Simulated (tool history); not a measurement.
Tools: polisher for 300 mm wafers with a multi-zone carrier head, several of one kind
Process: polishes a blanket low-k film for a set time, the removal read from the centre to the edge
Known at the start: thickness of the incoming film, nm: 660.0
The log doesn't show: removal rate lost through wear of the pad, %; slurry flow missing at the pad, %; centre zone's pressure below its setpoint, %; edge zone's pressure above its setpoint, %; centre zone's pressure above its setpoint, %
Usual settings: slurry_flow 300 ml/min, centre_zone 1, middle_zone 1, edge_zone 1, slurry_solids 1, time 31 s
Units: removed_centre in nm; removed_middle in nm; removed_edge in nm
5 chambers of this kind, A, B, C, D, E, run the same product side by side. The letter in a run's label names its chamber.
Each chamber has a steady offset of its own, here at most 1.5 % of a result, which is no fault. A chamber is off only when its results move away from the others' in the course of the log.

run    day  slurry_flow  centre_zone  middle_zone  edge_zone  slurry_solids  time  wafers polished on this pad  hours since the slurry nozzle was cleaned  hours since the centre zone pressure was calibrated  hours since the edge zone pressure was calibrated  removed_centre  removed_middle  removed_edge
 1E  0.217          300            1            1          1              1    31                          307                                      465.2                                                513.4                                              127.7          15.589          15.857        15.812
 2C  0.525          300            1            1          1              1    31                          785                                      572.1                                                  237                                              145.6          16.032           15.83         15.64
 3B  0.729          300            1            1          1              1    31                         1159                                      167.2                                                 86.7                                             1149.8          16.037           16.03        15.773
 4A  0.938          300            1            1          1              1    31                         1087                                      188.1                                                294.5                                              914.2          16.344          16.034        16.134
     1.183  -- chamber B: worn pad replaced by a new one
 5D  1.233          300            1            1          1              1    31                          446                                      354.5                                                219.6                                              211.8          16.074          16.054        16.063
     1.371  -- chamber C: worn pad replaced by a new one
 6D  1.379          300            1            1          1              1    31                          484                                        358                                                223.1                                              215.3          15.686          15.799        15.973
 7B  1.604          300            1            1          1              1    31                          110                                      188.2                                                107.7                                             1170.8          15.584          15.999        16.064
 8E    1.9          300            1            1          1              1    31                          746                                      505.6                                                553.8                                              168.1            15.7          15.853        16.143
 9C  2.162          300            1            1          1              1    31                          206                                      611.4                                                276.3                                              184.9          16.096          15.817        15.992
10A  2.375          300            1            1          1              1    31                         1462                                      222.6                                                  329                                              948.7          15.878          15.816        16.063
     2.454  -- chamber A: worn pad replaced by a new one
     2.492  -- chamber D: worn pad replaced by a new one
     2.504  -- chamber E: worn pad replaced by a new one
11D  2.517          300            1            1          1              1    31                            7                                      385.3                                                250.4                                              242.6          15.955          15.793        16.329
12E  2.771          300            1            1          1              1    31                           69                                      526.5                                                574.7                                                189          15.891          15.834        15.914
13C  3.017          300            1            1          1              1    31                          429                                      631.9                                                296.8                                              205.4          16.027          15.771        15.794
14A    3.3          300            1            1          1              1    31                          220                                      244.8                                                351.2                                              970.9          16.116          15.878            16
15B  3.558          300            1            1          1              1    31                          620                                      235.1                                                154.6                                             1217.7          15.673          15.982        16.012
16B  3.783          300            1            1        1.1              1    31                          679                                      240.5                                                  160                                             1223.1          15.587           16.16          16.7
17D  3.996          300            1            1        1.1              1    31                          393                                      420.8                                                285.9                                              278.1          16.033          15.931        16.852
18C   4.15          300            1            1        1.1              1    31                          725                                      659.1                                                  324                                              232.6          15.826          15.863        16.527
19A    4.3          300            1            1        1.1              1    31                          481                                      268.8                                                375.2                                              994.9          15.819          16.055        16.823
20E  4.596          300            1            1        1.1              1    31                          545                                      570.3                                                618.5                                              232.8          15.412           15.78        16.817
21A  4.738          300            1            1          1              1    31                          596                                      279.3                                                385.7                                             1005.4          15.756          16.042        15.808
22C  4.908          300            1            1          1              1    31                          923                                      677.3                                                342.2                                              250.8          16.318          15.692        15.864
23E  5.088          300            1            1          1              1    31                          674                                      582.1                                                630.3                                              244.6          15.453          15.931        16.013
       5.2  -- chamber C: worn pad replaced by a new one
24D    5.3          300            1            1          1              1    31                          734                                      452.1                                                317.2                                              309.4          16.137          16.001        15.844
25B  5.475          300            1            1          1              1    31                         1120                                      281.1                                                200.6                                             1263.7          15.884          15.952        15.711
26D  5.612          300         0.92            1          1           0.75    31                          815                                      459.6                                                324.7                                              316.9          12.362            13.8         13.85
27E  5.783          300         0.92            1          1           0.75    31                          855                                      598.8                                                  647                                              261.3           12.21          13.968        14.033
     5.808  -- chamber D: worn pad replaced by a new one
     5.971  -- chamber E: slurry nozzle cleaned
28A  6.004          300         0.92            1          1           0.75    31                          926                                      309.7                                                416.1                                             1035.8          12.632          13.755        13.883
     6.071  -- chamber E: worn pad replaced by a new one
     6.075  -- chamber B: worn pad replaced by a new one
29C  6.204          300         0.92            1          1           0.75    31                          263                                      708.4                                                373.3                                              281.9          12.805          13.791        13.666
30B  6.421          300         0.92            1          1           0.75    31                           90                                      303.8                                                223.3                                             1286.4          12.378          14.008        13.593
31A  6.654          300            1            1          1              1    31                         1096                                      325.3                                                431.7                                             1051.4          16.027          16.029        15.901
32D  6.875          300            1            1          1              1    31                          279                                      489.9                                                  355                                              347.2          15.703          15.862        16.214
33C  7.025          300            1            1          1              1    31                          477                                      728.1                                                  393                                              301.6          16.054           15.67        15.678
34E  7.225          300            1            1          1              1    31                          301                                       30.2                                                681.6                                              295.9           15.54          15.702        16.086
35B  7.475          300            1            1          1            1.1    31                          365                                      329.1                                                248.6                                             1311.7          16.538           16.56        16.646
36C  7.742          300            1            1          1            1.1    31                          664                                      745.3                                                410.2                                              318.8          16.898          16.565         16.64
37E  7.917          300            1            1          1            1.1    31                          482                                       46.8                                                698.2                                              312.5          16.271          16.446        16.391
     7.925  -- chamber A: worn pad replaced by a new one
      8.05  -- chamber D: centre zone pressure recalibrated
38A  8.129          300            1            1          1            1.1    31                           53                                      360.7                                                467.1                                             1086.8          16.419          16.859        16.687
39B  8.325          300            1            1          1            1.1    31                          587                                      349.5                                                  269                                             1332.1          16.553          16.552        16.501
40D  8.479          300            1            1          1              1    31                          697                                      528.4                                                 10.3                                              385.7           15.64          15.928        15.989
41E  8.671          300            1            1          1              1    31                          678                                       64.9                                                716.3                                              330.6          15.728          15.783        16.121
42B  8.958          300            1         1.04          1              1    31                          752                                      364.7                                                284.2                                             1347.3          15.895          16.358        15.692
     9.117  -- chamber D: worn pad replaced by a new one
43A  9.262          300            1         1.04          1              1    31                          349                                      387.9                                                494.3                                               1114          15.856          16.379        15.811
     9.367  -- chamber D: edge zone pressure recalibrated
44D  9.504          300            1         1.04          1              1    31                          102                                        553                                                 34.9                                                3.3          15.757          16.625        16.033

What goes on in this fleet: one chamber off, a drifting gauge, or nothing beyond the chambers' own small offsets? Name the chamber and the cause, if any.

No chamber stands off beyond its own small offset, and the gauge holds steady.
